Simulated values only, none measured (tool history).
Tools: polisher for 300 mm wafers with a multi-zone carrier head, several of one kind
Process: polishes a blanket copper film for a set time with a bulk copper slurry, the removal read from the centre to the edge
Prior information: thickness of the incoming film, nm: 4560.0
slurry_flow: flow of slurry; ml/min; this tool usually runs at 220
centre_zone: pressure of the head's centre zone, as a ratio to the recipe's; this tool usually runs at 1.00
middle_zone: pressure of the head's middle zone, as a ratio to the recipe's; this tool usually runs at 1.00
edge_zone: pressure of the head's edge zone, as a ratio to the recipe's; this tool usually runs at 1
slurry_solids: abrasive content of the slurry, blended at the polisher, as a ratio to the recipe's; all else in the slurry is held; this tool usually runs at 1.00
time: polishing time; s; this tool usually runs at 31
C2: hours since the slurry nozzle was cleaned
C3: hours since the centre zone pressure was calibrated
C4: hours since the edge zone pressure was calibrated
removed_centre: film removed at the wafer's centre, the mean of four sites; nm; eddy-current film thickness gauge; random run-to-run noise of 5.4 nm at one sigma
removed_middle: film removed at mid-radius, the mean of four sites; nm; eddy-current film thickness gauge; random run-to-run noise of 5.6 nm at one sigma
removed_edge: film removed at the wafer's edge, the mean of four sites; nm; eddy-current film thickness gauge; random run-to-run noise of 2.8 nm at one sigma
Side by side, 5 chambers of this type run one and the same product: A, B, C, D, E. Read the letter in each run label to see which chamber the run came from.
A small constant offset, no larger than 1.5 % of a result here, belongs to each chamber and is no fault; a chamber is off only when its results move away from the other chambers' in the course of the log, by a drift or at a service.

At hour 4.0: chamber A: centre zone pressure recalibrated.
Run 1C, hour 6.0: usual settings; wafers polished on this pad 609; C2 129.9; C3 728.6; C4 752.9. Result: removed_centre 363.28 nm, removed_middle 372.01 nm, removed_edge 364.84 nm.
At hour 9.4: chamber D: worn pad replaced by a new one.
Run 2E, hour 16.1: usual settings; wafers polished on this pad 823; C2 356.8; C3 1094.8; C4 494.5. Result: removed_centre 362.90 nm, removed_middle 366.07 nm, removed_edge 364.09 nm.
At hour 16.7: chamber B: worn pad replaced by a new one.
At hour 21.8: chamber E: worn pad replaced by a new one.
At hour 21.9: chamber C: worn pad replaced by a new one.
Run 3B, hour 25.2: usual settings; wafers polished on this pad 145; C2 77.7; C3 413.2; C4 554.2. Result: removed_centre 370.14 nm, removed_middle 374.31 nm, removed_edge 365.58 nm.
At hour 25.4: chamber A: worn pad replaced by a new one.
Run 4A, hour 33.5: usual settings; wafers polished on this pad 138; C2 238.2; C3 29.6; C4 58.8. Result: removed_centre 378.92 nm, removed_middle 374.62 nm, removed_edge 366.73 nm.
At hour 34.7: chamber C: edge zone pressure recalibrated.
At hour 39.9: chamber D: centre zone pressure recalibrated.
Run 5D, hour 41.3: usual settings; wafers polished on this pad 539; C2 192.9; C3 1.4; C4 422.4. Result: removed_centre 370.44 nm, removed_middle 386.29 nm, removed_edge 372.53 nm.
At hour 42.3: chamber A: slurry nozzle cleaned.
Run 6B, hour 46.6: usual settings; wafers polished on this pad 507; C2 99.1; C3 434.6; C4 575.6. Result: removed_centre 376.72 nm, removed_middle 365.85 nm, removed_edge 370.55 nm.
Run 7A, hour 51.9: usual settings; wafers polished on this pad 449; C2 9.6; C3 48.0; C4 77.2. Result: removed_centre 372.26 nm, removed_middle 358.65 nm, removed_edge 371.39 nm.
Run 8E, hour 59.0: usual settings; wafers polished on this pad 629; C2 399.7; C3 1137.7; C4 537.4. Result: removed_centre 356.85 nm, removed_middle 359.19 nm, removed_edge 366.72 nm.
Run 9C, hour 64.9: usual settings; wafers polished on this pad 727; C2 188.8; C3 787.5; C4 30.2. Result: removed_centre 364.24 nm, removed_middle 364.49 nm, removed_edge 371.86 nm.
Run 10D, hour 71.2: usual settings; wafers polished on this pad 1045; C2 222.8; C3 31.3; C4 452.3. Result: removed_centre 382.77 nm, removed_middle 375.71 nm, removed_edge 369.52 nm.
At hour 74.9: chamber C: worn pad replaced by a new one.
Run 11E, hour 76.0: usual settings; wafers polished on this pad 917; C2 416.7; C3 1154.7; C4 554.4. Result: removed_centre 364.11 nm, removed_middle 354.25 nm, removed_edge 368.31 nm.
At hour 79.3: chamber A: worn pad replaced by a new one.
Run 12C, hour 82.9: usual settings; wafers polished on this pad 136; C2 206.8; C3 805.5; C4 48.2. Result: removed_centre 366.63 nm, removed_middle 369.19 nm, removed_edge 368.51 nm.
At hour 85.0: chamber E: worn pad replaced by a new one.
Run 13A, hour 89.1: usual settings; wafers polished on this pad 166; C2 46.8; C3 85.2; C4 114.4. Result: removed_centre 369.94 nm, removed_middle 360.45 nm, removed_edge 369.26 nm.
At hour 92.7: chamber D: worn pad replaced by a new one.
Run 14B, hour 96.0: usual settings; wafers polished on this pad 1342; C2 148.5; C3 484.0; C4 625.0. Result: removed_centre 373.33 nm, removed_middle 361.91 nm, removed_edge 367.30 nm.
At hour 96.3: chamber C: centre zone pressure recalibrated.
At hour 98.9: chamber B: worn pad replaced by a new one.
Run 15D, hour 101.2: usual settings; wafers polished on this pad 144; C2 252.8; C3 61.3; C4 482.3. Result: removed_centre 378.99 nm, removed_middle 366.56 nm, removed_edge 363.28 nm.
Run 16D, hour 109.5: usual settings but slurry_flow 180 ml/min, time 40 s; wafers polished on this pad 284; C2 261.1; C3 69.6; C4 490.6. Result: removed_centre 467.44 nm, removed_middle 452.74 nm, removed_edge 462.92 nm.
At hour 111.2: chamber D: edge zone pressure recalibrated.
Run 17B, hour 116.4: usual settings but slurry_flow 180 ml/min, time 40 s; wafers polished on this pad 297; C2 168.9; C3 504.4; C4 645.4. Result: removed_centre 458.94 nm, removed_middle 456.32 nm, removed_edge 467.28 nm.
Run 18C, hour 121.3: usual settings but slurry_flow 180 ml/min, time 40 s; wafers polished on this pad 785; C2 245.2; C3 25.1; C4 86.6. Result: removed_centre 472.82 nm, removed_middle 459.47 nm, removed_edge 463.80 nm.
Run 19E, hour 127.8: usual settings but slurry_flow 180 ml/min, time 40 s; wafers polished on this pad 724; C2 468.5; C3 1206.5; C4 606.2. Result: removed_centre 457.15 nm, removed_middle 455.75 nm, removed_edge 464.41 nm.
At hour 129.6: chamber C: slurry nozzle cleaned.
Run 20A, hour 132.4: usual settings but slurry_flow 180 ml/min, time 40 s; wafers polished on this pad 898; C2 90.1; C3 128.5; C4 157.7. Result: removed_centre 466.02 nm, removed_middle 455.84 nm, removed_edge 468.45 nm.
At hour 135.6: chamber A: worn pad replaced by a new one.
At hour 136.3: chamber E: worn pad replaced by a new one.
Run 21D, hour 139.1: usual settings; wafers polished on this pad 785; C2 290.7; C3 99.2; C4 28.0. Result: removed_centre 361.69 nm, removed_middle 373.70 nm, removed_edge 372.62 nm.
At hour 139.2: chamber C: worn pad replaced by a new one.
Run 22A, hour 144.7: usual settings; wafers polished on this pad 155; C2 102.4; C3 140.8; C4 170.0. Result: removed_centre 361.69 nm, removed_middle 370.53 nm, removed_edge 369.76 nm.
At hour 144.8: chamber E: centre zone pressure recalibrated.
Run 23B, hour 149.5: usual settings; wafers polished on this pad 856; C2 202.0; C3 537.5; C4 678.5. Result: removed_centre 369.17 nm, removed_middle 371.77 nm, removed_edge 372.06 nm.
Run 24E, hour 156.2: usual settings; wafers polished on this pad 337; C2 496.9; C3 11.4; C4 634.6. Result: removed_centre 369.60 nm, removed_middle 375.20 nm, removed_edge 372.98 nm.
Run 25C, hour 165.1: usual settings; wafers polished on this pad 438; C2 35.6; C3 68.9; C4 130.4. Result: removed_centre 367.64 nm, removed_middle 375.92 nm, removed_edge 369.74 nm.
At hour 170.5: chamber E: slurry nozzle cleaned.
Run 26A, hour 173.7: usual settings; wafers polished on this pad 645; C2 131.4; C3 169.8; C4 199.0. Result: removed_centre 378.79 nm, removed_middle 364.87 nm, removed_edge 369.34 nm.
At hour 177.7: chamber B: worn pad replaced by a new one.
Run 27B, hour 181.8: usual settings; wafers polished on this pad 70; C2 234.3; C3 569.8; C4 710.8. Result: removed_centre 377.63 nm, removed_middle 374.91 nm, removed_edge 367.35 nm.
At hour 186.4: chamber D: worn pad replaced by a new one.
Run 28C, hour 186.5: usual settings; wafers polished on this pad 800; C2 57.0; C3 90.3; C4 151.8. Result: removed_centre 364.64 nm, removed_middle 364.90 nm, removed_edge 362.76 nm.
At hour 187.2: chamber A: worn pad replaced by a new one.
At hour 189.0: chamber E: worn pad replaced by a new one.
Run 29D, hour 191.4: usual settings; wafers polished on this pad 85; C2 343.0; C3 151.5; C4 80.3. Result: removed_centre 376.14 nm, removed_middle 371.28 nm, removed_edge 365.35 nm.
Run 30E, hour 198.0: usual settings but centre_zone 1.07, slurry_solids 1.25; wafers polished on this pad 153; C2 27.6; C3 53.2; C4 676.4. Result: removed_centre 416.52 nm, removed_middle 392.49 nm, removed_edge 389.58 nm.
At hour 199.3: chamber C: worn pad replaced by a new one.
Run 31B, hour 206.2: usual settings but centre_zone 1.07, slurry_solids 1.25; wafers polished on this pad 483; C2 258.7; C3 594.2; C4 735.2. Result: removed_centre 419.62 nm, removed_middle 384.38 nm, removed_edge 382.83 nm.
Run 32E, hour 210.9: usual settings but centre_zone 1.07, slurry_solids 1.25; wafers polished on this pad 371; C2 40.5; C3 66.1; C4 689.3. Result: removed_centre 406.82 nm, removed_middle 388.95 nm, removed_edge 387.35 nm.
Run 33A, hour 218.4: usual settings but centre_zone 1.07, slurry_solids 1.25; wafers polished on this pad 528; C2 176.1; C3 214.5; C4 243.7. Result: removed_centre 422.20 nm, removed_middle 375.75 nm, removed_edge 393.23 nm.
Run 34D, hour 222.8: usual settings but centre_zone 1.07, slurry_solids 1.25; wafers polished on this pad 616; C2 374.4; C3 182.9; C4 111.7. Result: removed_centre 423.93 nm, removed_middle 398.74 nm, removed_edge 392.89 nm.
Run 35C, hour 227.8: usual settings but middle_zone 0.88, time 26 s; wafers polished on this pad 482; C2 98.3; C3 131.6; C4 193.1. Result: removed_centre 316.95 nm, removed_middle 271.38 nm, removed_edge 309.42 nm.
Run 36D, hour 237.1: usual settings but middle_zone 0.88, time 26 s; wafers polished on this pad 858; C2 388.7; C3 197.2; C4 126.0. Result: removed_centre 308.13 nm, removed_middle 277.64 nm, removed_edge 309.97 nm.
Run 37B, hour 246.8: usual settings but middle_zone 0.88, time 26 s; wafers polished on this pad 1169; C2 299.3; C3 634.8; C4 775.8. Result: removed_centre 314.23 nm, removed_middle 275.14 nm, removed_edge 307.84 nm.
At hour 250.5: chamber A: worn pad replaced by a new one.
Run 38A, hour 251.7: usual settings but middle_zone 0.88, time 26 s; wafers polished on this pad 20; C2 209.4; C3 247.8; C4 277.0. Result: removed_centre 313.31 nm, removed_middle 271.13 nm, removed_edge 314.53 nm.
At hour 253.8: chamber E: worn pad replaced by a new one.
At hour 261.0: chamber C: worn pad replaced by a new one.
Run 39E, hour 261.0: usual settings but middle_zone 0.88, time 26 s; wafers polished on this pad 122; C2 90.6; C3 116.2; C4 739.4. Result: removed_centre 314.31 nm, removed_middle 276.50 nm, removed_edge 310.44 nm.
At hour 265.1: chamber B: worn pad replaced by a new one.
Run 40C, hour 270.8: usual settings; wafers polished on this pad 166; C2 141.3; C3 174.6; C4 236.1. Result: removed_centre 379.04 nm, removed_middle 373.22 nm, removed_edge 372.05 nm.
Run 41B, hour 280.7: usual settings; wafers polished on this pad 264; C2 333.2; C3 668.7; C4 809.7. Result: removed_centre 370.00 nm, removed_middle 374.18 nm, removed_edge 371.05 nm.
Run 42A, hour 286.6: usual settings but centre_zone 1.11, time 20 s; wafers polished on this pad 610; C2 244.3; C3 282.7; C4 311.9. Result: removed_centre 262.57 nm, removed_middle 236.17 nm, removed_edge 237.97 nm.

Is one chamber off against the others, does the gauge drift, or is nothing wrong? If a chamber is off, say which, and what the likeliest cause is.

Beyond each chamber's small constant offset nothing stands out, and the gauge stays steady.
